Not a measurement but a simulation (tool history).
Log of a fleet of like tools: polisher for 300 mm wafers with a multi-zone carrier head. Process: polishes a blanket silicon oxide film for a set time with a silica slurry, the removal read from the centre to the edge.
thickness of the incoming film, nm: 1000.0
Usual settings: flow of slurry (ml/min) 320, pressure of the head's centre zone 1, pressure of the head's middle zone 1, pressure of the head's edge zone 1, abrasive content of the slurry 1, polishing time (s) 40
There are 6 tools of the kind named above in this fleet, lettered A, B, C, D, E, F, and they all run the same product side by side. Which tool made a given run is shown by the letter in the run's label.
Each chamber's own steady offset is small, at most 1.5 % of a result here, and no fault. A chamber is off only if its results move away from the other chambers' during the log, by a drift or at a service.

run,hour,flow of slurry (ml/min),pressure of the head's centre zone,pressure of the head's middle zone,pressure of the head's edge zone,abrasive content of the slurry,polishing time (s),film removed at the wafer's centre (nm),film removed at mid-radius (nm),film removed at the wafer's edge (nm)
# hour 4.1: chamber D: worn pad replaced by a new one
# hour 7.6: chamber A: worn pad replaced by a new one
1A,9.6,320,1,1,1,1,40,88.788,89.36,87.024
2D,14.2,320,1,1,1,1,40,89.011,87.674,88.454
3C,23.9,320,1,1,1,1,40,87.627,87.12,88.289
# hour 25.7: chamber B: worn pad replaced by a new one
# hour 27: chamber A: edge zone pressure recalibrated
4B,32.5,320,1,1,1,1,40,90.146,88.258,87.585
# hour 35.4: chamber F: centre zone pressure recalibrated
5E,38.4,320,1,1,1,1,40,88.7,88.382,88.22
6F,44.9,320,1,1,1,1,40,88.458,87.242,88.43
7D,53.9,320,1,1,1,1,40,88.327,88.784,87.984
# hour 54.5: chamber B: edge zone pressure recalibrated
# hour 58.8: chamber E: worn pad replaced by a new one
8A,60.1,320,1,1,1,1,40,89.226,89.573,86.513
9F,70.2,320,1,1,1,1,40,87.943,87.39,89.434
10B,78.1,320,1,1,1,1,40,88.911,87.477,89.892
# hour 81.1: chamber A: worn pad replaced by a new one
# hour 82.8: chamber C: worn pad replaced by a new one
11C,85.2,320,1,1,1,1,40,88.132,88.535,87.627
# hour 93.8: chamber F: worn pad replaced by a new one
12E,95.1,320,1,1,1,1,40,90.315,89.209,87.563
13F,100.2,320,1,1,1,0.85,40,81.039,81.85,81.807
# hour 100.6: chamber D: centre zone pressure recalibrated
14E,107.2,320,1,1,1,0.85,40,81.613,81.285,81.936
15A,117.3,320,1,1,1,0.85,40,82.112,82.956,79.642
16C,122.4,320,1,1,1,0.85,40,82.868,80.188,81.167
# hour 123.8: chamber E: worn pad replaced by a new one
17D,132.3,320,1,1,1,0.85,40,82.461,82.41,81.104
# hour 132.8: chamber C: edge zone pressure recalibrated
# hour 134.7: chamber D: worn pad replaced by a new one
18B,138.1,320,1,1,1,0.85,40,83.003,81.788,82.551
# hour 141.1: chamber A: worn pad replaced by a new one
19B,148.5,375,1,1,1,0.85,40,83.792,82.252,82.967
20C,157.4,375,1,1,1,0.85,40,83.817,82.062,84.138
# hour 158.9: chamber B: worn pad replaced by a new one
# hour 159.2: chamber D: slurry nozzle cleaned
21A,165.4,375,1,1,1,0.85,40,83.707,83.353,80.814
# hour 165.5: chamber F: edge zone pressure recalibrated
22D,175.1,375,1,1,1,0.85,40,82.889,82.152,82.735
23F,182.6,375,1,1,1,0.85,40,83.636,83.322,81.924
24E,189,375,1,1,1,0.85,40,82.937,83.388,82.331
# hour 192.5: chamber E: worn pad replaced by a new one
25A,195.7,320,1,1,1,1,40,88.802,88.922,89.784
26C,206.2,320,1,1,1,1,40,88.863,87.024,86.01
# hour 206.9: chamber F: worn pad replaced by a new one
# hour 211.8: chamber A: worn pad replaced by a new one
27D,213.5,320,1,1,1,1,40,88.797,88.374,89.177
# hour 221.1: chamber C: worn pad replaced by a new one
28F,221.2,320,1,1,1.11,1,40,88.624,88.884,91.852
29B,228.2,320,1,1,1.11,1,40,89.17,86.147,92.852
30E,235.3,320,1,1,1.11,1,40,88.39,88.749,92.79
31F,244.5,320,1,1,1.11,1,40,88.979,88.019,93.359
32A,250,320,1,1,1.11,1,40,88.748,88.904,91.268
# hour 255.9: chamber E: worn pad replaced by a new one
33D,257.2,320,1,1,1.11,1,40,88.791,88.597,92.815
34C,266.5,320,1,1,1,1,40,87.661,87.713,89.132
# hour 267.6: chamber D: worn pad replaced by a new one
# hour 275.6: chamber F: slurry nozzle cleaned
35E,276.2,320,1,1,1,1,40,89.477,87.561,88.773
# hour 282.4: chamber A: worn pad replaced by a new one
# hour 282.6: chamber B: worn pad replaced by a new one
36B,284.5,320,1,1,1,1,40,90.257,87.884,88.538
37C,292,320,1,1,1,1,40,88.459,88.629,86.952
38A,300.9,320,1,1,1,1,40,89.584,89.437,88.375
39F,307.9,320,1,1,1,1,40,87.439,87.694,87.958
# hour 314.7: chamber E: worn pad replaced by a new one
40E,315.3,320,1,1,1,0.75,40,75.902,77.104,77.094
41D,322.8,320,1,1,1,0.75,40,77.8,76.696,75.881
42B,328.7,320,1,1,1,0.75,40,76.565,76.042,77.164

The same settings go to every chamber for the next run, one line per chamber below. Forecast the results for each:
43A,336.3,320,1,0.91,1,1,40,?,?,?
43B,336.3,320,1,0.91,1,1,40,?,?,?
43C,336.3,320,1,0.91,1,1,40,?,?,?
43D,336.3,320,1,0.91,1,1,40,?,?,?
43E,336.3,320,1,0.91,1,1,40,?,?,?
43F,336.3,320,1,0.91,1,1,40,?,?,?

run,film removed at the wafer's centre (nm),film removed at mid-radius (nm),film removed at the wafer's edge (nm)
43A,90.024,81.709,87.395
43B,89.683,80.02,88.949
43C,88.187,79.636,87.725
43D,88.016,81.283,86.467
43E,89.494,80.891,87.487
43F,89.105,80.038,86.572

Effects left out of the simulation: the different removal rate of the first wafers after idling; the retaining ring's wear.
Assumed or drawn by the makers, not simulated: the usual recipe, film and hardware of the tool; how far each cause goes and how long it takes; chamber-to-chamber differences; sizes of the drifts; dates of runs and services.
